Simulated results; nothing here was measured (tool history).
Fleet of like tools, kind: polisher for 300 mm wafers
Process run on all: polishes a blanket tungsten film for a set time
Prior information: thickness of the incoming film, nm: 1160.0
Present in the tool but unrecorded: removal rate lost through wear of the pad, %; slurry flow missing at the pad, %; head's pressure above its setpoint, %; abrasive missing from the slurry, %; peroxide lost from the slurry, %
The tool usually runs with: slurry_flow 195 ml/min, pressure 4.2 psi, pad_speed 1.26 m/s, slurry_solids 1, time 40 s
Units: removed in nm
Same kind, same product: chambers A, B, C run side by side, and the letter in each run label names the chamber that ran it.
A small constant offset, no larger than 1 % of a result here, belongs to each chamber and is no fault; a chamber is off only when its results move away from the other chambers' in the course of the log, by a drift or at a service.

run   hour  slurry_flow  pressure  pad_speed  slurry_solids  time  wafers polished on this pad  hours since the slurry nozzle was cleaned  hours since the head pressure was calibrated  hours since the slurry blender was calibrated  hours since the slurry got fresh peroxide  removed
         3  -- chamber C: slurry blender recalibrated
       4.1  -- chamber B: slurry nozzle cleaned
       6.9  -- chamber B: slurry tank refilled with fresh slurry and peroxide
 1C    9.2          195       4.2       1.26              1    40                          391                                      223.4                                         220.3                                            6.2                                        9.9   314.48
      15.9  -- chamber A: slurry blender recalibrated
 2A     19          195       4.2       1.26              1    40                          406                                      210.4                                         269.9                                            3.2                                      109.5    312.1
 3B   23.9          195       4.2       1.26              1    40                          611                                       19.8                                         158.5                                           78.4                                       17.1    307.8
      28.3  -- chamber C: worn pad replaced by a new one
 4C   31.2          195       4.2       1.26              1    40                           40                                      245.4                                         242.3                                           28.2                                       31.9   309.42
      38.9  -- chamber A: slurry tank refilled with fresh slurry and peroxide
 5A   41.2          195       4.2       1.26              1    40                          714                                      232.6                                         292.1                                           25.4                                        2.3   308.05
      45.3  -- chamber A: worn pad replaced by a new one
      49.9  -- chamber B: slurry tank refilled with fresh slurry and peroxide
 6B   50.4          195       4.2       1.26              1    40                          979                                       46.3                                           185                                          104.9                                        0.6   299.72
 7C   54.9          195       4.2       1.26              1    46                          370                                      269.1                                           266                                           51.9                                       55.6   357.99
 8B   64.4          195       4.2       1.26              1    46                         1173                                       60.3                                           199                                          118.9                                       14.6   344.96
      66.7  -- chamber C: worn pad replaced by a new one
 9A   73.9          195       4.2       1.26              1    46                          397                                      265.3                                         324.8                                           58.1                                         35   364.05
10A   79.9          195       4.2       1.26              1    40                          480                                      271.3                                         330.8                                           64.1                                         41   323.96
11B   89.8          195       4.2       1.26              1    40                         1526                                       85.7                                         224.4                                          144.3                                         40   295.77
12C     96          195       4.2       1.26              1    40                          407                                      310.2                                         307.1                                             93                                       96.7   314.01
     101.6  -- chamber A: worn pad replaced by a new one
     101.7  -- chamber B: slurry tank refilled with fresh slurry and peroxide
13B  103.4          195       4.2       1.26              1    40                         1715                                       99.3                                           238                                          157.9                                        1.8   288.35
     106.5  -- chamber B: slurry blender recalibrated
14C  108.5          195       4.2       1.26              1    40                          580                                      322.7                                         319.6                                          105.5                                      109.2   314.78
     109.8  -- chamber C: worn pad replaced by a new one
15A  113.3          195       2.8       1.26              1    46                          163                                      304.7                                         364.2                                           97.5                                       74.4   243.02
16B  121.3          195       2.8       1.26              1    46                         1964                                      117.2                                         255.9                                           14.8                                       19.7    217.7
17C  126.5          195       2.8       1.26              1    46                          232                                      340.7                                         337.6                                          123.5                                      127.2   231.73
18A  130.9          195       4.2        1.6              1    47                          407                                      322.3                                         381.8                                          115.1                                         92   458.32
19C  135.5          195       4.2        1.6              1    47                          357                                      349.7                                         346.6                                          132.5                                      136.2    465.7
20B  141.8          195       4.2        1.6              1    47                         2248                                      137.7                                         276.4                                           35.3                                       40.2   440.52
       151  -- chamber A: worn pad replaced by a new one
21A  151.5          195       4.2       1.26              1    40                            8                                      342.9                                         402.4                                          135.7                                      112.6   312.07
     154.3  -- chamber B: slurry tank refilled with fresh slurry and peroxide
     156.3  -- chamber C: slurry tank refilled with fresh slurry and peroxide
22C  156.9          195       3.1       1.26            1.2    40                          655                                      371.1                                           368                                          153.9                                        0.7    238.9
23B  165.6          195       3.1       1.26            1.2    40                         2579                                      161.5                                         300.2                                           59.1                                       11.3    218.5

Has any chamber moved away from the others, gradually or after a service, or does the common gauge drift, or do the chambers differ only by their own small steady offsets? State the chamber and the most likely cause if one applies.

One chamber, B, drifts off from the rest bit by bit.
What lies behind it: removal rate lost through wear of the pad, % = 8.34.
From this log alone, it may not be told apart from: slurry flow missing at the pad, %; head's pressure below its setpoint, %.

Which of the 4 candidates below, each the usual settings with something changed and its results left as question marks, puts chamber B back in line with what the other chambers give on the usual settings?
A result is in line if it is within this distance of the other chambers' mean on the usual settings: removed 14 nm
24B-1  172.7          195       4.1       1.22              1    39                                                                                                                                                                                                                        ?
24B-2  172.7          195       4.3        1.3              1    41                                                                                                                                                                                                                        ?
24B-3  172.7          195       3.9       1.18              1    38                                                                                                                                                                                                                        ?
24B-4  172.7          195       4.2       1.38              1    44                                                                                                                                                                                                                        ?

Usual-settings mean across the other chambers: removed 310.51 nm
  run  removed
24B-1   260.31
24B-2      306
24B-3   233.31
24B-4   340.76
The right change is 24B-2: it brings the chamber back within the allowed miss of the others.
